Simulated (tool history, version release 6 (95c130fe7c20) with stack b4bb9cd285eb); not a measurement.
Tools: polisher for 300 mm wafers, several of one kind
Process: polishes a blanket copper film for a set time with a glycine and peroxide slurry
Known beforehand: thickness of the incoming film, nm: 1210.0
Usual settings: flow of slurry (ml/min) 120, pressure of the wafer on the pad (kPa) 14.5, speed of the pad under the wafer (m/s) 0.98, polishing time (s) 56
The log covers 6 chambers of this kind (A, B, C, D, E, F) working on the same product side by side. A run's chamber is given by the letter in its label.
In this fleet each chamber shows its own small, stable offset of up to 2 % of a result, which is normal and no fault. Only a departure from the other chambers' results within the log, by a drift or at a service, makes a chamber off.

| run | hour | flow of slurry (ml/min) | pressure of the wafer on the pad (kPa) | speed of the pad under the wafer (m/s) | polishing time (s) | wafers polished on this pad | hours since the slurry nozzle was cleaned | hours since the head pressure was calibrated | film removed (angstrom) |
|---|---|---|---|---|---|---|---|---|---|
| 1A | 3.6 | 120 | 14.5 | 0.98 | 56 | 36 | 245.3 | 610.0 | 2290.5 |
| 2D | 7.3 | 120 | 14.5 | 0.98 | 56 | 247 | 304.4 | 38.1 | 2238.2 |
| 3B | 11.7 | 120 | 14.5 | 0.98 | 56 | 307 | 649.9 | 463.5 | 2245.6 |
| 4C | 15.5 | 120 | 14.5 | 0.98 | 56 | 412 | 275.7 | 58.8 | 2278.5 |
| 5F | 19.5 | 120 | 14.5 | 0.98 | 56 | 1034 | 327.3 | 1073.8 | 2240.8 |
| 6E | 24.9 | 120 | 14.5 | 0.98 | 56 | 360 | 669.2 | 59.2 | 2278.1 |
| 7C | 27.8 | 120 | 14.5 | 0.98 | 56 | 534 | 288.0 | 71.1 | 2249.6 |
| 8E | 33.3 | 150 | 14.5 | 0.98 | 56 | 443 | 677.6 | 67.6 | 2339.8 |
| 9D | 36.4 | 150 | 14.5 | 0.98 | 56 | 535 | 333.5 | 67.2 | 2335.4 |
| 10F | 41.7 | 150 | 14.5 | 0.98 | 56 | 1254 | 349.5 | 1096.0 | 2309.9 |
|  | 44.1 | chamber F: head pressure recalibrated |
|  | 44.5 | chamber F: worn pad replaced by a new one |
| 11A | 46.8 | 150 | 14.5 | 0.98 | 56 | 464 | 288.5 | 653.2 | 2284.8 |
|  | 47.4 | chamber D: worn pad replaced by a new one |
| 12B | 52.3 | 150 | 14.5 | 0.98 | 56 | 709 | 690.5 | 504.1 | 2318.9 |
| 13F | 55.1 | 150 | 14.5 | 0.98 | 56 | 105 | 362.9 | 11.1 | 2367.3 |
| 14C | 58.3 | 120 | 14.5 | 0.98 | 56 | 836 | 318.5 | 101.6 | 2244.9 |
| 15D | 63.8 | 120 | 14.5 | 0.98 | 56 | 162 | 360.9 | 94.6 | 2211.2 |
|  | 66.6 | chamber B: worn pad replaced by a new one |
| 16A | 67.2 | 120 | 14.5 | 0.98 | 56 | 666 | 308.9 | 673.6 | 2192.1 |
|  | 69.1 | chamber F: slurry nozzle cleaned |
| 17B | 70.4 | 120 | 14.5 | 0.98 | 56 | 37 | 708.6 | 522.2 | 2230.0 |
| 18E | 74.2 | 120 | 14.5 | 0.98 | 56 | 848 | 718.5 | 108.5 | 2240.1 |
| 19F | 77.7 | 120 | 14.5 | 0.98 | 56 | 329 | 8.7 | 33.7 | 2200.2 |
| 20D | 82.6 | 120 | 14.5 | 0.98 | 56 | 349 | 379.7 | 113.4 | 2275.1 |
| 21C | 87.5 | 120 | 14.5 | 0.98 | 56 | 1125 | 347.7 | 130.8 | 2240.0 |
|  | 88.3 | chamber A: worn pad replaced by a new one |
|  | 91.8 | chamber E: worn pad replaced by a new one |
| 22E | 92.9 | 120 | 14.5 | 0.98 | 56 | 11 | 737.2 | 127.2 | 2240.9 |
| 23B | 96.9 | 120 | 14.5 | 0.98 | 56 | 300 | 735.1 | 548.7 | 2251.4 |
| 24A | 100.4 | 120 | 14.5 | 0.82 | 71 | 120 | 342.1 | 706.8 | 2373.1 |
| 25A | 103.6 | 120 | 14.5 | 0.82 | 71 | 152 | 345.3 | 710.0 | 2367.2 |
|  | 105.3 | chamber B: head pressure recalibrated |
|  | 106.0 | chamber D: slurry nozzle cleaned |
| 26B | 107.5 | 120 | 14.5 | 0.82 | 71 | 405 | 745.7 | 2.2 | 2452.9 |
| 27C | 110.6 | 120 | 14.5 | 0.82 | 71 | 1354 | 370.8 | 153.9 | 2489.0 |
| 28D | 115.7 | 120 | 14.5 | 0.82 | 71 | 676 | 9.7 | 146.5 | 2549.7 |
|  | 116.2 | chamber D: worn pad replaced by a new one |
| 29F | 121.3 | 120 | 14.5 | 0.82 | 71 | 761 | 52.3 | 77.3 | 2467.0 |
|  | 123.3 | chamber C: worn pad replaced by a new one |
| 30E | 125.5 | 120 | 14.5 | 0.98 | 56 | 334 | 769.8 | 159.8 | 2269.5 |
| 31C | 130.4 | 105 | 14.5 | 0.82 | 56 | 70 | 390.6 | 173.7 | 1951.3 |
| 32E | 133.3 | 105 | 14.5 | 0.82 | 56 | 411 | 777.6 | 167.6 | 1867.1 |
| 33F | 136.9 | 105 | 14.5 | 0.82 | 56 | 915 | 67.9 | 92.9 | 1909.3 |
| 34A | 140.7 | 105 | 14.5 | 0.82 | 56 | 519 | 382.4 | 747.1 | 1707.7 |
| 35B | 143.2 | 105 | 14.5 | 0.82 | 56 | 758 | 781.4 | 37.9 | 1865.8 |
| 36D | 148.5 | 105 | 14.5 | 0.82 | 56 | 320 | 42.5 | 179.3 | 1918.3 |
| 37C | 152.6 | 120 | 14.5 | 0.98 | 56 | 290 | 412.8 | 195.9 | 2282.0 |
| 38F | 155.9 | 120 | 14.5 | 0.98 | 56 | 1103 | 86.9 | 111.9 | 2225.6 |
| 39E | 160.6 | 120 | 14.5 | 0.98 | 56 | 682 | 804.9 | 194.9 | 2284.5 |
| 40B | 163.6 | 120 | 14.5 | 0.98 | 56 | 960 | 801.8 | 58.3 | 2274.1 |

One chamber off, gauge drift, or nothing amiss beyond the chambers' own small offsets? If it is a chamber, which one, and what is the likeliest cause?

It is chamber A that slowly wanders off from its peers.
What lies behind it: slurry flow missing at the pad, % = 36.6.
The log may not tell that from: head's pressure below its setpoint, %.

Below are 4 candidate recipes for chamber A's next run, each the usual settings with a change, their results shown as question marks. Which of them brings A's results back in line with what the other chambers give on the usual settings?
To be in line, a result may differ from the other chambers' mean on the usual settings by at most: film removed (angstrom) 80.0
| 41A-1 | 167.7 | 120 | 11.0 | 0.98 | 56 |  |  |  | ? |
| 41A-2 | 167.7 | 120 | 13.8 | 0.94 | 54 |  |  |  | ? |
| 41A-3 | 167.7 | 120 | 15.9 | 0.98 | 63 |  |  |  | ? |
| 41A-4 | 167.7 | 120 | 14.5 | 1.12 | 56 |  |  |  | ? |

On the usual settings, the other chambers give on average: film removed (angstrom) 2244.7
| run | film removed (angstrom) |
|---|---|
| 41A-1 | 1633.6 |
| 41A-2 | 1803.8 |
| 41A-3 | 2423.9 |
| 41A-4 | 2228.5 |
It is 41A-4 that realigns the chamber with its peers.
